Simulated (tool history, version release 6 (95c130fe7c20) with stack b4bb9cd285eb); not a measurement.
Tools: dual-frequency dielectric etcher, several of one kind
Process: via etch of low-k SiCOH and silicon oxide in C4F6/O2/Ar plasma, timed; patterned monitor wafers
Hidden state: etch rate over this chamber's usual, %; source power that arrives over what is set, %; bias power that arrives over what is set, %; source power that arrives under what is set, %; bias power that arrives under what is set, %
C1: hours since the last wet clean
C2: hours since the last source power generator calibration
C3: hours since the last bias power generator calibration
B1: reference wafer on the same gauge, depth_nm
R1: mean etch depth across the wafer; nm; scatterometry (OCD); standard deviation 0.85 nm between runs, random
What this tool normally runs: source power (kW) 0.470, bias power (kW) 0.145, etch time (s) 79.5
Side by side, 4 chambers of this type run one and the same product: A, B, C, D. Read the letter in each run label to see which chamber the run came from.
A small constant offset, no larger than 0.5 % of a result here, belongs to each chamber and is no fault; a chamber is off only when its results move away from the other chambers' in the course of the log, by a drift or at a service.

run 1D day=0.092 | source_power_(kW)=0.470 bias_power_(kW)=0.145 etch_time_(s)=79.5 | C1=231.9 C2=1800.6 C3=328.1 | B1=226.98 | R1=221.40
run 2A day=0.192 | source_power_(kW)=0.470 bias_power_(kW)=0.145 etch_time_(s)=79.5 | C1=21.7 C2=1531.3 C3=4336.4 | B1=227.01 | R1=221.88
run 3C day=0.383 | source_power_(kW)=0.470 bias_power_(kW)=0.145 etch_time_(s)=79.5 | C1=348.6 C2=723.7 C3=148.5 | B1=227.00 | R1=220.76
run 4B day=0.571 | source_power_(kW)=0.470 bias_power_(kW)=0.145 etch_time_(s)=79.5 | C1=546.5 C2=3252.6 C3=2303.3 | B1=227.03 | R1=223.13
run 5A day=0.721 | source_power_(kW)=0.470 bias_power_(kW)=0.145 etch_time_(s)=79.5 | C1=34.4 C2=1544.0 C3=4349.1 | B1=226.95 | R1=221.63
run 6D day=0.829 | source_power_(kW)=0.470 bias_power_(kW)=0.145 etch_time_(s)=79.5 | C1=249.6 C2=1818.3 C3=345.8 | B1=226.91 | R1=222.08
run 7B day=0.946 | source_power_(kW)=0.470 bias_power_(kW)=0.145 etch_time_(s)=79.5 | C1=555.5 C2=3261.6 C3=2312.3 | B1=227.10 | R1=222.24
-- day=1.025 chamber B: wet clean of the chamber
run 8C day=1.075 | source_power_(kW)=0.470 bias_power_(kW)=0.145 etch_time_(s)=79.5 | C1=365.2 C2=740.3 C3=165.1 | B1=227.15 | R1=222.41
run 9A day=1.246 | source_power_(kW)=0.470 bias_power_(kW)=0.145 etch_time_(s)=79.5 | C1=47.0 C2=1556.6 C3=4361.7 | B1=227.11 | R1=221.01
run 10C day=1.354 | source_power_(kW)=0.470 bias_power_(kW)=0.145 etch_time_(s)=79.5 | C1=371.9 C2=747.0 C3=171.8 | B1=227.18 | R1=222.36
-- day=1.429 chamber A: bias power generator calibrated
run 11D day=1.488 | source_power_(kW)=0.470 bias_power_(kW)=0.145 etch_time_(s)=79.5 | C1=265.4 C2=1834.1 C3=361.6 | B1=226.96 | R1=221.61
run 12B day=1.667 | source_power_(kW)=0.470 bias_power_(kW)=0.145 etch_time_(s)=79.5 | C1=15.4 C2=3278.9 C3=2329.6 | B1=226.86 | R1=223.66
run 13C day=1.767 | source_power_(kW)=0.470 bias_power_(kW)=0.145 etch_time_(s)=79.5 | C1=381.8 C2=756.9 C3=181.7 | B1=226.75 | R1=221.06
run 14D day=1.958 | source_power_(kW)=0.470 bias_power_(kW)=0.145 etch_time_(s)=79.5 | C1=276.7 C2=1845.4 C3=372.9 | B1=226.82 | R1=222.25
run 15A day=2.158 | source_power_(kW)=0.470 bias_power_(kW)=0.145 etch_time_(s)=79.5 | C1=68.9 C2=1578.5 C3=17.5 | B1=227.18 | R1=222.18
run 16B day=2.317 | source_power_(kW)=0.470 bias_power_(kW)=0.145 etch_time_(s)=79.5 | C1=31.0 C2=3294.5 C3=2345.2 | B1=226.89 | R1=223.65
run 17C day=2.512 | source_power_(kW)=0.470 bias_power_(kW)=0.145 etch_time_(s)=79.5 | C1=399.7 C2=774.8 C3=199.6 | B1=226.71 | R1=220.39
run 18B day=2.712 | source_power_(kW)=0.470 bias_power_(kW)=0.145 etch_time_(s)=79.5 | C1=40.5 C2=3304.0 C3=2354.7 | B1=227.05 | R1=221.60
run 19A day=2.812 | source_power_(kW)=0.470 bias_power_(kW)=0.145 etch_time_(s)=90.0 | C1=84.6 C2=1594.2 C3=33.2 | B1=226.97 | R1=249.89
run 20D day=3.025 | source_power_(kW)=0.470 bias_power_(kW)=0.145 etch_time_(s)=90.0 | C1=302.3 C2=1871.0 C3=398.5 | B1=226.87 | R1=251.38
run 21D day=3.225 | source_power_(kW)=0.470 bias_power_(kW)=0.145 etch_time_(s)=90.0 | C1=307.1 C2=1875.8 C3=403.3 | B1=226.90 | R1=251.53
run 22C day=3.438 | source_power_(kW)=0.470 bias_power_(kW)=0.145 etch_time_(s)=90.0 | C1=421.9 C2=797.0 C3=221.8 | B1=227.00 | R1=250.50
run 23A day=3.546 | source_power_(kW)=0.390 bias_power_(kW)=0.145 etch_time_(s)=65.5 | C1=102.2 C2=1611.8 C3=50.8 | B1=227.00 | R1=169.43
run 24B day=3.738 | source_power_(kW)=0.390 bias_power_(kW)=0.145 etch_time_(s)=65.5 | C1=65.1 C2=3328.6 C3=2379.3 | B1=227.25 | R1=171.25
run 25D day=3.892 | source_power_(kW)=0.390 bias_power_(kW)=0.145 etch_time_(s)=65.5 | C1=323.1 C2=1891.8 C3=419.3 | B1=227.07 | R1=169.41
run 26B day=4.071 | source_power_(kW)=0.390 bias_power_(kW)=0.145 etch_time_(s)=65.5 | C1=73.1 C2=3336.6 C3=2387.3 | B1=227.02 | R1=170.60
run 27A day=4.200 | source_power_(kW)=0.470 bias_power_(kW)=0.145 etch_time_(s)=79.5 | C1=117.9 C2=1627.5 C3=66.5 | B1=227.09 | R1=221.45
run 28C day=4.350 | source_power_(kW)=0.470 bias_power_(kW)=0.145 etch_time_(s)=79.5 | C1=443.8 C2=818.9 C3=243.7 | B1=226.86 | R1=221.15
run 29B day=4.483 | source_power_(kW)=0.470 bias_power_(kW)=0.145 etch_time_(s)=79.5 | C1=83.0 C2=3346.5 C3=2397.2 | B1=227.14 | R1=223.08
run 30D day=4.583 | source_power_(kW)=0.470 bias_power_(kW)=0.145 etch_time_(s)=79.5 | C1=339.7 C2=1908.4 C3=435.9 | B1=227.24 | R1=221.99
run 31C day=4.733 | source_power_(kW)=0.470 bias_power_(kW)=0.145 etch_time_(s)=79.5 | C1=453.0 C2=828.1 C3=252.9 | B1=226.88 | R1=220.67
run 32A day=4.829 | source_power_(kW)=0.470 bias_power_(kW)=0.117 etch_time_(s)=79.5 | C1=133.0 C2=1642.6 C3=81.6 | B1=226.96 | R1=208.43
run 33C day=4.938 | source_power_(kW)=0.470 bias_power_(kW)=0.117 etch_time_(s)=79.5 | C1=457.9 C2=833.0 C3=257.8 | B1=226.70 | R1=208.35
run 34D day=5.083 | source_power_(kW)=0.470 bias_power_(kW)=0.117 etch_time_(s)=79.5 | C1=351.7 C2=1920.4 C3=447.9 | B1=226.88 | R1=209.25
run 35A day=5.254 | source_power_(kW)=0.470 bias_power_(kW)=0.117 etch_time_(s)=79.5 | C1=143.2 C2=1652.8 C3=91.8 | B1=226.75 | R1=207.56
run 36B day=5.404 | source_power_(kW)=0.470 bias_power_(kW)=0.145 etch_time_(s)=79.5 | C1=105.1 C2=3368.6 C3=2419.3 | B1=227.15 | R1=223.20
run 37B day=5.521 | source_power_(kW)=0.470 bias_power_(kW)=0.145 etch_time_(s)=79.5 | C1=107.9 C2=3371.4 C3=2422.1 | B1=226.94 | R1=223.83
run 38A day=5.667 | source_power_(kW)=0.470 bias_power_(kW)=0.145 etch_time_(s)=79.5 | C1=153.1 C2=1662.7 C3=101.7 | B1=226.85 | R1=221.91
run 39C day=5.783 | source_power_(kW)=0.470 bias_power_(kW)=0.145 etch_time_(s)=79.5 | C1=478.2 C2=853.3 C3=278.1 | B1=227.16 | R1=221.29
run 40D day=5.975 | source_power_(kW)=0.470 bias_power_(kW)=0.145 etch_time_(s)=67.0 | C1=373.1 C2=1941.8 C3=469.3 | B1=227.04 | R1=188.34
run 41D day=6.179 | source_power_(kW)=0.470 bias_power_(kW)=0.145 etch_time_(s)=67.0 | C1=378.0 C2=1946.7 C3=474.2 | B1=227.03 | R1=185.43
run 42C day=6.358 | source_power_(kW)=0.470 bias_power_(kW)=0.145 etch_time_(s)=67.0 | C1=492.0 C2=867.1 C3=291.9 | B1=227.03 | R1=186.51
run 43A day=6.454 | source_power_(kW)=0.470 bias_power_(kW)=0.145 etch_time_(s)=67.0 | C1=172.0 C2=1681.6 C3=120.6 | B1=226.91 | R1=186.51
run 44B day=6.629 | source_power_(kW)=0.470 bias_power_(kW)=0.145 etch_time_(s)=79.5 | C1=134.5 C2=3398.0 C3=2448.7 | B1=227.12 | R1=223.04

Next, all 4 chambers run the settings below, one line each with question marks for the results. What does each chamber give?
run 45A day=6.783 | source_power_(kW)=0.470 bias_power_(kW)=0.128 etch_time_(s)=79.5 | R1=?
run 45B day=6.783 | source_power_(kW)=0.470 bias_power_(kW)=0.128 etch_time_(s)=79.5 | R1=?
run 45C day=6.783 | source_power_(kW)=0.470 bias_power_(kW)=0.128 etch_time_(s)=79.5 | R1=?
run 45D day=6.783 | source_power_(kW)=0.470 bias_power_(kW)=0.128 etch_time_(s)=79.5 | R1=?

run=45A R1=212.64
run=45B R1=214.27
run=45C R1=214.57
run=45D R1=213.81
